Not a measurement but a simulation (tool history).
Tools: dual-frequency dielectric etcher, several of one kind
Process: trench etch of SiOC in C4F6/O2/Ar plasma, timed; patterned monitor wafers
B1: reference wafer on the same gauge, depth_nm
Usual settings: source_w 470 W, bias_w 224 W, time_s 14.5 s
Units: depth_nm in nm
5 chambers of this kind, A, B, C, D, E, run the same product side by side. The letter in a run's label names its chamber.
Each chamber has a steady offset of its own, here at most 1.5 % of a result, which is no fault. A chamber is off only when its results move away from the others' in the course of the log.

{"run": "1D", "hour": 4.1, "source_w": 470, "bias_w": 224, "time_s": 14.5, "B1": 28.384, "depth_nm": 34.396}
{"run": "2C", "hour": 11.3, "source_w": 470, "bias_w": 224, "time_s": 14.5, "B1": 28.424, "depth_nm": 34.46}
{"run": "3B", "hour": 18.9, "source_w": 470, "bias_w": 224, "time_s": 14.5, "B1": 28.401, "depth_nm": 34.364}
{"run": "4E", "hour": 24.3, "source_w": 470, "bias_w": 224, "time_s": 14.5, "B1": 28.398, "depth_nm": 34.113}
{"run": "5A", "hour": 29.9, "source_w": 470, "bias_w": 224, "time_s": 14.5, "B1": 28.392, "depth_nm": 34.007}
{"run": "6B", "hour": 36.4, "source_w": 470, "bias_w": 224, "time_s": 14.5, "B1": 28.416, "depth_nm": 34.379}
{"run": "7D", "hour": 41.2, "source_w": 470, "bias_w": 224, "time_s": 14.5, "B1": 28.372, "depth_nm": 34.381}
{"hour": 41.5, "done": "chamber E: wet clean of the chamber"}
{"run": "8E", "hour": 44.8, "source_w": 470, "bias_w": 224, "time_s": 14.5, "B1": 28.391, "depth_nm": 34.24}
{"run": "9C", "hour": 50.4, "source_w": 470, "bias_w": 224, "time_s": 14.5, "B1": 28.37, "depth_nm": 34.502}
{"run": "10A", "hour": 54.3, "source_w": 470, "bias_w": 224, "time_s": 14.5, "B1": 28.402, "depth_nm": 33.836}
{"run": "11E", "hour": 60.8, "source_w": 470, "bias_w": 224, "time_s": 14.5, "B1": 28.409, "depth_nm": 34.235}
{"run": "12C", "hour": 65.7, "source_w": 470, "bias_w": 224, "time_s": 14.5, "B1": 28.406, "depth_nm": 34.34}
{"run": "13D", "hour": 71.9, "source_w": 470, "bias_w": 224, "time_s": 14.5, "B1": 28.389, "depth_nm": 34.464}
{"run": "14B", "hour": 78.3, "source_w": 470, "bias_w": 224, "time_s": 14.5, "B1": 28.417, "depth_nm": 34.302}
{"run": "15A", "hour": 84.1, "source_w": 470, "bias_w": 224, "time_s": 14.5, "B1": 28.4, "depth_nm": 33.817}
{"run": "16D", "hour": 89.1, "source_w": 470, "bias_w": 272, "time_s": 12.0, "B1": 28.373, "depth_nm": 30.35}
{"run": "17C", "hour": 93.8, "source_w": 470, "bias_w": 272, "time_s": 12.0, "B1": 28.405, "depth_nm": 30.516}
{"run": "18A", "hour": 100.4, "source_w": 470, "bias_w": 272, "time_s": 12.0, "B1": 28.385, "depth_nm": 29.949}
{"run": "19E", "hour": 107.5, "source_w": 470, "bias_w": 272, "time_s": 12.0, "B1": 28.409, "depth_nm": 30.293}
{"hour": 109.4, "done": "chamber B: source power generator calibrated"}
{"run": "20B", "hour": 112.6, "source_w": 470, "bias_w": 272, "time_s": 12.0, "B1": 28.393, "depth_nm": 30.396}
{"run": "21C", "hour": 116.6, "source_w": 470, "bias_w": 224, "time_s": 14.5, "B1": 28.393, "depth_nm": 34.571}
{"run": "22E", "hour": 124.8, "source_w": 470, "bias_w": 224, "time_s": 14.5, "B1": 28.399, "depth_nm": 34.384}
{"run": "23D", "hour": 130.1, "source_w": 470, "bias_w": 224, "time_s": 14.5, "B1": 28.397, "depth_nm": 34.586}
{"run": "24B", "hour": 134.5, "source_w": 470, "bias_w": 224, "time_s": 14.5, "B1": 28.388, "depth_nm": 34.306}
{"run": "25A", "hour": 138.6, "source_w": 470, "bias_w": 224, "time_s": 14.5, "B1": 28.373, "depth_nm": 33.871}
{"hour": 141.3, "done": "chamber C: wet clean of the chamber"}
{"run": "26B", "hour": 147.0, "source_w": 470, "bias_w": 224, "time_s": 14.5, "B1": 28.396, "depth_nm": 34.403}
{"run": "27A", "hour": 154.5, "source_w": 470, "bias_w": 224, "time_s": 14.5, "B1": 28.376, "depth_nm": 33.986}
{"run": "28C", "hour": 159.3, "source_w": 470, "bias_w": 224, "time_s": 14.5, "B1": 28.383, "depth_nm": 34.379}
{"run": "29D", "hour": 165.9, "source_w": 470, "bias_w": 224, "time_s": 14.5, "B1": 28.382, "depth_nm": 34.347}
{"hour": 169.9, "done": "chamber D: wet clean of the chamber"}
{"run": "30E", "hour": 173.8, "source_w": 360, "bias_w": 224, "time_s": 16.5, "B1": 28.418, "depth_nm": 35.284}
{"run": "31E", "hour": 181.5, "source_w": 360, "bias_w": 224, "time_s": 16.5, "B1": 28.399, "depth_nm": 35.11}
{"run": "32D", "hour": 187.2, "source_w": 360, "bias_w": 224, "time_s": 16.5, "B1": 28.395, "depth_nm": 35.211}
{"run": "33C", "hour": 190.9, "source_w": 360, "bias_w": 224, "time_s": 16.5, "B1": 28.399, "depth_nm": 35.286}
{"run": "34B", "hour": 194.8, "source_w": 360, "bias_w": 224, "time_s": 16.5, "B1": 28.408, "depth_nm": 35.149}
{"run": "35A", "hour": 202.7, "source_w": 470, "bias_w": 224, "time_s": 14.5, "B1": 28.379, "depth_nm": 33.909}
{"run": "36C", "hour": 210.7, "source_w": 470, "bias_w": 224, "time_s": 14.5, "B1": 28.404, "depth_nm": 34.39}
{"run": "37B", "hour": 216.1, "source_w": 470, "bias_w": 224, "time_s": 14.5, "B1": 28.401, "depth_nm": 34.434}
{"run": "38D", "hour": 220.5, "source_w": 470, "bias_w": 224, "time_s": 14.5, "B1": 28.407, "depth_nm": 34.31}
{"run": "39A", "hour": 224.3, "source_w": 470, "bias_w": 224, "time_s": 14.5, "B1": 28.401, "depth_nm": 33.887}

Is one chamber off against the others, does the gauge drift, or is nothing wrong? If a chamber is off, say which, and what the likeliest cause is.

No chamber stands off beyond its own small offset, and the gauge holds steady.

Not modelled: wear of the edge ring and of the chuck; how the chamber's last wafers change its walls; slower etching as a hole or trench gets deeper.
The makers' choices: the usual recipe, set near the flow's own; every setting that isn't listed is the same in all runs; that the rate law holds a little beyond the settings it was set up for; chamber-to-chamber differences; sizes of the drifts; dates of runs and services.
